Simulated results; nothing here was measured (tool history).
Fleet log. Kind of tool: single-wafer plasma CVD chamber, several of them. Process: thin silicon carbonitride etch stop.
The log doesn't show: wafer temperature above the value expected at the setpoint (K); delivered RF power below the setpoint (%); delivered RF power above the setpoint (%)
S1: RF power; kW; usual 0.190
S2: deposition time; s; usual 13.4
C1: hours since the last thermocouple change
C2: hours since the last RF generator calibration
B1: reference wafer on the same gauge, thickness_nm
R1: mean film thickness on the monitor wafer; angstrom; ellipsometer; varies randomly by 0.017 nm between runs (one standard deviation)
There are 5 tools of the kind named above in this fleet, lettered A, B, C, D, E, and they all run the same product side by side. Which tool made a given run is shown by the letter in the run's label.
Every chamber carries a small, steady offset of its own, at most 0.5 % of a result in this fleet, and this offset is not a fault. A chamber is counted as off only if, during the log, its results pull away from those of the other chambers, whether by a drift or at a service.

run 1C hour=4.2 | S1=0.190 S2=13.4 | C1=26.6 C2=1088.7 | B1=8.4918 | R1=74.758
run 2B hour=9.4 | S1=0.190 S2=13.4 | C1=92.4 C2=82.7 | B1=8.4849 | R1=75.668
run 3E hour=14.2 | S1=0.190 S2=13.4 | C1=341.5 C2=1011.4 | B1=8.4858 | R1=74.962
run 4A hour=18.5 | S1=0.190 S2=13.4 | C1=2867.6 C2=780.3 | B1=8.4924 | R1=74.916
run 5D hour=21.3 | S1=0.190 S2=13.4 | C1=1467.9 C2=851.9 | B1=8.4937 | R1=75.286
run 6E hour=24.5 | S1=0.190 S2=13.4 | C1=351.8 C2=1021.7 | B1=8.4942 | R1=74.916
run 7D hour=29.7 | S1=0.190 S2=13.4 | C1=1476.3 C2=860.3 | B1=8.4922 | R1=75.128
run 8C hour=32.9 | S1=0.190 S2=13.4 | C1=55.3 C2=1117.4 | B1=8.4903 | R1=74.825
run 9B hour=35.8 | S1=0.190 S2=13.4 | C1=118.8 C2=109.1 | B1=8.4876 | R1=75.095
run 10A hour=40.5 | S1=0.190 S2=13.4 | C1=2889.6 C2=802.3 | B1=8.4868 | R1=74.678
run 11D hour=43.0 | S1=0.190 S2=13.4 | C1=1489.6 C2=873.6 | B1=8.4885 | R1=75.408
run 12A hour=48.3 | S1=0.190 S2=13.4 | C1=2897.4 C2=810.1 | B1=8.4862 | R1=74.859
run 13B hour=52.0 | S1=0.190 S2=13.4 | C1=135.0 C2=125.3 | B1=8.4863 | R1=75.261
run 14C hour=55.8 | S1=0.190 S2=13.4 | C1=78.2 C2=1140.3 | B1=8.4888 | R1=74.766
run 15E hour=58.3 | S1=0.190 S2=13.4 | C1=385.6 C2=1055.5 | B1=8.4902 | R1=74.778
run 16E hour=60.9 | S1=0.190 S2=13.4 | C1=388.2 C2=1058.1 | B1=8.4915 | R1=74.575
run 17B hour=65.9 | S1=0.190 S2=13.4 | C1=148.9 C2=139.2 | B1=8.4926 | R1=75.272
run 18D hour=71.1 | S1=0.190 S2=13.4 | C1=1517.7 C2=901.7 | B1=8.4921 | R1=75.872
run 19C hour=73.9 | S1=0.190 S2=13.4 | C1=96.3 C2=1158.4 | B1=8.4876 | R1=74.936
run 20A hour=76.3 | S1=0.165 S2=10.8 | C1=2925.4 C2=838.1 | B1=8.4878 | R1=58.053
run 21E hour=79.8 | S1=0.165 S2=10.8 | C1=407.1 C2=1077.0 | B1=8.4895 | R1=57.688
run 22A hour=82.1 | S1=0.165 S2=10.8 | C1=2931.2 C2=843.9 | B1=8.4824 | R1=57.881
run 23C hour=87.4 | S1=0.165 S2=10.8 | C1=109.8 C2=1171.9 | B1=8.4912 | R1=58.027
run 24D hour=92.6 | S1=0.165 S2=10.8 | C1=1539.2 C2=923.2 | B1=8.4927 | R1=58.542
run 25B hour=95.5 | S1=0.215 S2=12.4 | C1=178.5 C2=168.8 | B1=8.4898 | R1=72.258
run 26C hour=99.2 | S1=0.215 S2=12.4 | C1=121.6 C2=1183.7 | B1=8.4867 | R1=71.627
run 27B hour=101.7 | S1=0.215 S2=12.4 | C1=184.7 C2=175.0 | B1=8.4901 | R1=72.733
run 28D hour=104.0 | S1=0.215 S2=12.4 | C1=1550.6 C2=934.6 | B1=8.4896 | R1=72.487
run 29E hour=107.7 | S1=0.215 S2=12.4 | C1=435.0 C2=1104.9 | B1=8.4956 | R1=71.463
run 30A hour=110.3 | S1=0.220 S2=15.8 | C1=2959.4 C2=872.1 | B1=8.4877 | R1=92.112
run 31C hour=113.7 | S1=0.220 S2=15.8 | C1=136.1 C2=1198.2 | B1=8.4890 | R1=92.580
run 32B hour=118.6 | S1=0.220 S2=15.8 | C1=201.6 C2=191.9 | B1=8.4894 | R1=92.791
run 33D hour=123.1 | S1=0.220 S2=15.8 | C1=1569.7 C2=953.7 | B1=8.4887 | R1=92.848
run 34E hour=126.4 | S1=0.220 S2=15.8 | C1=453.7 C2=1123.6 | B1=8.4906 | R1=91.626
run 35A hour=130.4 | S1=0.190 S2=13.4 | C1=2979.5 C2=892.2 | B1=8.4911 | R1=74.957
run 36E hour=135.4 | S1=0.190 S2=13.4 | C1=462.7 C2=1132.6 | B1=8.4887 | R1=73.963
run 37A hour=138.3 | S1=0.190 S2=13.4 | C1=2987.4 C2=900.1 | B1=8.4943 | R1=75.160
run 38D hour=141.4 | S1=0.190 S2=13.4 | C1=1588.0 C2=972.0 | B1=8.4907 | R1=75.159
run 39B hour=145.3 | S1=0.190 S2=13.4 | C1=228.3 C2=218.6 | B1=8.4909 | R1=74.933

Decide between three cases: one chamber stands off from its peers, the gauge reading all wafers drifts, or nothing is wrong past each chamber's small offset. Where a chamber is off, say which and what most likely put it there.

Chamber E drifts away from the others.
What lies behind it: delivered RF power below the setpoint (%) = 4.34.

Which of the 4 candidates below, each the usual settings with something changed and its results left as question marks, puts chamber E back in line with what the other chambers give on the usual settings?
Counts as in line when no further than this from what the other chambers average on the usual settings: R1 0.600 angstrom
run 40E-1 hour=149.1 | S1=0.190 S2=13.2 | R1=?
run 40E-2 hour=149.1 | S1=0.170 S2=13.4 | R1=?
run 40E-3 hour=149.1 | S1=0.190 S2=13.8 | R1=?
run 40E-4 hour=149.1 | S1=0.190 S2=13.6 | R1=?

Usual-settings mean across the other chambers: R1 75.131 angstrom
run=40E-1 R1=72.841
run=40E-2 R1=71.468
run=40E-3 R1=76.152
run=40E-4 R1=75.048
It is 40E-4 that realigns the chamber with its peers.
